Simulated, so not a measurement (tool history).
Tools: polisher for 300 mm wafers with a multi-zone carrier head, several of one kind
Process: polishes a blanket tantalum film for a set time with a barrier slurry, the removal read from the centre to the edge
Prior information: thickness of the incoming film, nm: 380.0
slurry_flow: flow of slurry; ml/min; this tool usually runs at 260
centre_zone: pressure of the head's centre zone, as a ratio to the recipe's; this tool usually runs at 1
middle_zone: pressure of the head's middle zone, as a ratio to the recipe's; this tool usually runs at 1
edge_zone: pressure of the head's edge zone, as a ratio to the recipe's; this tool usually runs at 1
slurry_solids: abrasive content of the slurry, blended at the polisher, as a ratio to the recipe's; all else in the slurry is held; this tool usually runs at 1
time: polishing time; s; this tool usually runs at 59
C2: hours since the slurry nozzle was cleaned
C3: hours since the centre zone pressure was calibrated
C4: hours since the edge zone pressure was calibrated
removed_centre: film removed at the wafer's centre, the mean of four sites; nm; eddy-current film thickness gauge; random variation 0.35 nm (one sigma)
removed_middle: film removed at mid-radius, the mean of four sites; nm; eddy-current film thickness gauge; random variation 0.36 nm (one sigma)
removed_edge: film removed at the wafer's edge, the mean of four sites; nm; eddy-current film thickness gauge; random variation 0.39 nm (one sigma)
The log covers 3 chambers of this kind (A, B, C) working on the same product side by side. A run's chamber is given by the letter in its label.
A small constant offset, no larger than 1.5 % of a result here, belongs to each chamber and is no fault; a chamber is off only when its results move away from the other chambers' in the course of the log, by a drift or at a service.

run 1A hour=5.2 | slurry_flow=260 centre_zone=1 middle_zone=1 edge_zone=1 slurry_solids=1 time=59 | wafers_polished_on_this_pad=860 C2=358.7 C3=209.7 C4=453.5 | removed_centre=57.574 removed_middle=58.443 removed_edge=57.559
run 2C hour=11.4 | slurry_flow=260 centre_zone=1 middle_zone=1 edge_zone=1 slurry_solids=1 time=59 | wafers_polished_on_this_pad=340 C2=69.9 C3=248.8 C4=18.4 | removed_centre=57.622 removed_middle=56.775 removed_edge=57.116
run 3B hour=14.6 | slurry_flow=260 centre_zone=1 middle_zone=1 edge_zone=1 slurry_solids=1 time=59 | wafers_polished_on_this_pad=425 C2=231.3 C3=152.8 C4=321.7 | removed_centre=56.542 removed_middle=56.99 removed_edge=57.044
run 4C hour=19.4 | slurry_flow=260 centre_zone=1 middle_zone=1 edge_zone=1 slurry_solids=1 time=59 | wafers_polished_on_this_pad=418 C2=77.9 C3=256.8 C4=26.4 | removed_centre=57.301 removed_middle=57.586 removed_edge=57.338
run 5B hour=23.5 | slurry_flow=260 centre_zone=1 middle_zone=1 edge_zone=1 slurry_solids=1 time=59 | wafers_polished_on_this_pad=512 C2=240.2 C3=161.7 C4=330.6 | removed_centre=56.644 removed_middle=56.918 removed_edge=57.831
run 6A hour=27.4 | slurry_flow=260 centre_zone=1 middle_zone=1 edge_zone=1 slurry_solids=1 time=59 | wafers_polished_on_this_pad=1078 C2=380.9 C3=231.9 C4=475.7 | removed_centre=57.599 removed_middle=57.933 removed_edge=57.646
run 7C hour=31.3 | slurry_flow=260 centre_zone=1 middle_zone=1 edge_zone=1 slurry_solids=1 time=59 | wafers_polished_on_this_pad=535 C2=89.8 C3=268.7 C4=38.3 | removed_centre=57.06 removed_middle=57.581 removed_edge=57.272
run 8A hour=37 | slurry_flow=260 centre_zone=1 middle_zone=1 edge_zone=1 slurry_solids=1 time=59 | wafers_polished_on_this_pad=1172 C2=390.5 C3=241.5 C4=485.3 | removed_centre=58.184 removed_middle=57.837 removed_edge=57.538
-- hour=40.1 chamber A: worn pad replaced by a new one
run 9B hour=42.7 | slurry_flow=260 centre_zone=1 middle_zone=1 edge_zone=1 slurry_solids=1 time=59 | wafers_polished_on_this_pad=701 C2=259.4 C3=180.9 C4=349.8 | removed_centre=56.606 removed_middle=56.604 removed_edge=57.722
run 10C hour=48.8 | slurry_flow=260 centre_zone=1 middle_zone=1 edge_zone=1 slurry_solids=1 time=59 | wafers_polished_on_this_pad=707 C2=107.3 C3=286.2 C4=55.8 | removed_centre=57.119 removed_middle=57.304 removed_edge=57.637
run 11B hour=53.5 | slurry_flow=260 centre_zone=1 middle_zone=1 edge_zone=1 slurry_solids=1 time=49 | wafers_polished_on_this_pad=807 C2=270.2 C3=191.7 C4=360.6 | removed_centre=47.164 removed_middle=46.574 removed_edge=47.074
run 12A hour=59.7 | slurry_flow=260 centre_zone=1 middle_zone=1 edge_zone=1 slurry_solids=1 time=49 | wafers_polished_on_this_pad=193 C2=413.2 C3=264.2 C4=508 | removed_centre=47.598 removed_middle=47.913 removed_edge=47.597
run 13B hour=65.6 | slurry_flow=260 centre_zone=1 middle_zone=1 edge_zone=1 slurry_solids=1 time=49 | wafers_polished_on_this_pad=926 C2=282.3 C3=203.8 C4=372.7 | removed_centre=46.903 removed_middle=47.016 removed_edge=47.052
-- hour=70.1 chamber B: worn pad replaced by a new one
run 14A hour=70.4 | slurry_flow=260 centre_zone=1 middle_zone=1 edge_zone=1 slurry_solids=1 time=59 | wafers_polished_on_this_pad=298 C2=423.9 C3=274.9 C4=518.7 | removed_centre=55.937 removed_middle=58.416 removed_edge=57.417
run 15C hour=73.2 | slurry_flow=260 centre_zone=1 middle_zone=1 edge_zone=1 slurry_solids=1 time=59 | wafers_polished_on_this_pad=947 C2=131.7 C3=310.6 C4=80.2 | removed_centre=56.766 removed_middle=57.388 removed_edge=57.254
-- hour=74.4 chamber B: slurry nozzle cleaned
run 16B hour=79.3 | slurry_flow=260 centre_zone=1 middle_zone=1 edge_zone=1 slurry_solids=1 time=59 | wafers_polished_on_this_pad=90 C2=5 C3=217.5 C4=386.4 | removed_centre=57.08 removed_middle=57.669 removed_edge=56.48
run 17A hour=84.8 | slurry_flow=260 centre_zone=1 middle_zone=1 edge_zone=1 slurry_solids=1 time=59 | wafers_polished_on_this_pad=440 C2=438.3 C3=289.3 C4=533.1 | removed_centre=55.914 removed_middle=58.27 removed_edge=57.521
-- hour=88.1 chamber C: worn pad replaced by a new one
run 18C hour=89.3 | slurry_flow=290 centre_zone=1 middle_zone=1 edge_zone=1 slurry_solids=1 time=59 | wafers_polished_on_this_pad=12 C2=147.8 C3=326.7 C4=96.3 | removed_centre=58.104 removed_middle=57.96 removed_edge=57.828
run 19B hour=94.4 | slurry_flow=290 centre_zone=1 middle_zone=1 edge_zone=1 slurry_solids=1 time=59 | wafers_polished_on_this_pad=238 C2=20.1 C3=232.6 C4=401.5 | removed_centre=58.177 removed_middle=56.559 removed_edge=57.672
run 20C hour=97.2 | slurry_flow=290 centre_zone=1 middle_zone=1 edge_zone=1 slurry_solids=1 time=59 | wafers_polished_on_this_pad=89 C2=155.7 C3=334.6 C4=104.2 | removed_centre=58.284 removed_middle=57.893 removed_edge=56.98
run 21A hour=101.1 | slurry_flow=260 centre_zone=1 middle_zone=1 edge_zone=1 slurry_solids=1 time=59 | wafers_polished_on_this_pad=600 C2=454.6 C3=305.6 C4=549.4 | removed_centre=55.013 removed_middle=58.441 removed_edge=57.382
-- hour=102.8 chamber A: slurry nozzle cleaned
run 22A hour=105.9 | slurry_flow=260 centre_zone=1 middle_zone=1 edge_zone=1 slurry_solids=1 time=59 | wafers_polished_on_this_pad=647 C2=3.1 C3=310.4 C4=554.2 | removed_centre=54.592 removed_middle=57.619 removed_edge=56.645
run 23C hour=110.2 | slurry_flow=260 centre_zone=1 middle_zone=1 edge_zone=1 slurry_solids=1 time=59 | wafers_polished_on_this_pad=217 C2=168.7 C3=347.6 C4=117.2 | removed_centre=57.402 removed_middle=57.148 removed_edge=56.6
run 24B hour=113.8 | slurry_flow=260 centre_zone=1 middle_zone=1 edge_zone=1 slurry_solids=1 time=59 | wafers_polished_on_this_pad=429 C2=39.5 C3=252 C4=420.9 | removed_centre=56.635 removed_middle=56.549 removed_edge=57.1
run 25B hour=119.2 | slurry_flow=260 centre_zone=1 middle_zone=1 edge_zone=1 slurry_solids=1 time=59 | wafers_polished_on_this_pad=482 C2=44.9 C3=257.4 C4=426.3 | removed_centre=56.7 removed_middle=56.543 removed_edge=56.748
run 26A hour=123.4 | slurry_flow=260 centre_zone=1 middle_zone=1 edge_zone=1 slurry_solids=1 time=59 | wafers_polished_on_this_pad=819 C2=20.6 C3=327.9 C4=571.7 | removed_centre=53.576 removed_middle=58.184 removed_edge=57.717
run 27C hour=126.7 | slurry_flow=260 centre_zone=1 middle_zone=1 edge_zone=1 slurry_solids=1 time=59 | wafers_polished_on_this_pad=379 C2=185.2 C3=364.1 C4=133.7 | removed_centre=57.686 removed_middle=57.135 removed_edge=56.955
run 28C hour=131.4 | slurry_flow=320 centre_zone=1 middle_zone=1 edge_zone=1 slurry_solids=1 time=67 | wafers_polished_on_this_pad=425 C2=189.9 C3=368.8 C4=138.4 | removed_centre=66.874 removed_middle=66.411 removed_edge=66.643
run 29A hour=136.3 | slurry_flow=320 centre_zone=1 middle_zone=1 edge_zone=1 slurry_solids=1 time=67 | wafers_polished_on_this_pad=946 C2=33.5 C3=340.8 C4=584.6 | removed_centre=61.606 removed_middle=67.891 removed_edge=66.294
run 30B hour=139.4 | slurry_flow=320 centre_zone=1 middle_zone=1 edge_zone=1 slurry_solids=1 time=67 | wafers_polished_on_this_pad=681 C2=65.1 C3=277.6 C4=446.5 | removed_centre=65.003 removed_middle=65.786 removed_edge=65.685

Predict what each chamber gives when all 3 of them run the settings below next.
run 31A hour=144 | slurry_flow=260 centre_zone=1 middle_zone=1 edge_zone=1 slurry_solids=0.75 time=59 | removed_centre=? removed_middle=? removed_edge=?
run 31B hour=144 | slurry_flow=260 centre_zone=1 middle_zone=1 edge_zone=1 slurry_solids=0.75 time=59 | removed_centre=? removed_middle=? removed_edge=?
run 31C hour=144 | slurry_flow=260 centre_zone=1 middle_zone=1 edge_zone=1 slurry_solids=0.75 time=59 | removed_centre=? removed_middle=? removed_edge=?

run=31A removed_centre=48.123 removed_middle=52.89 removed_edge=51.891
run=31B removed_centre=51.381 removed_middle=51.663 removed_edge=52.461
run=31C removed_centre=52.473 removed_middle=52.553 removed_edge=52.634
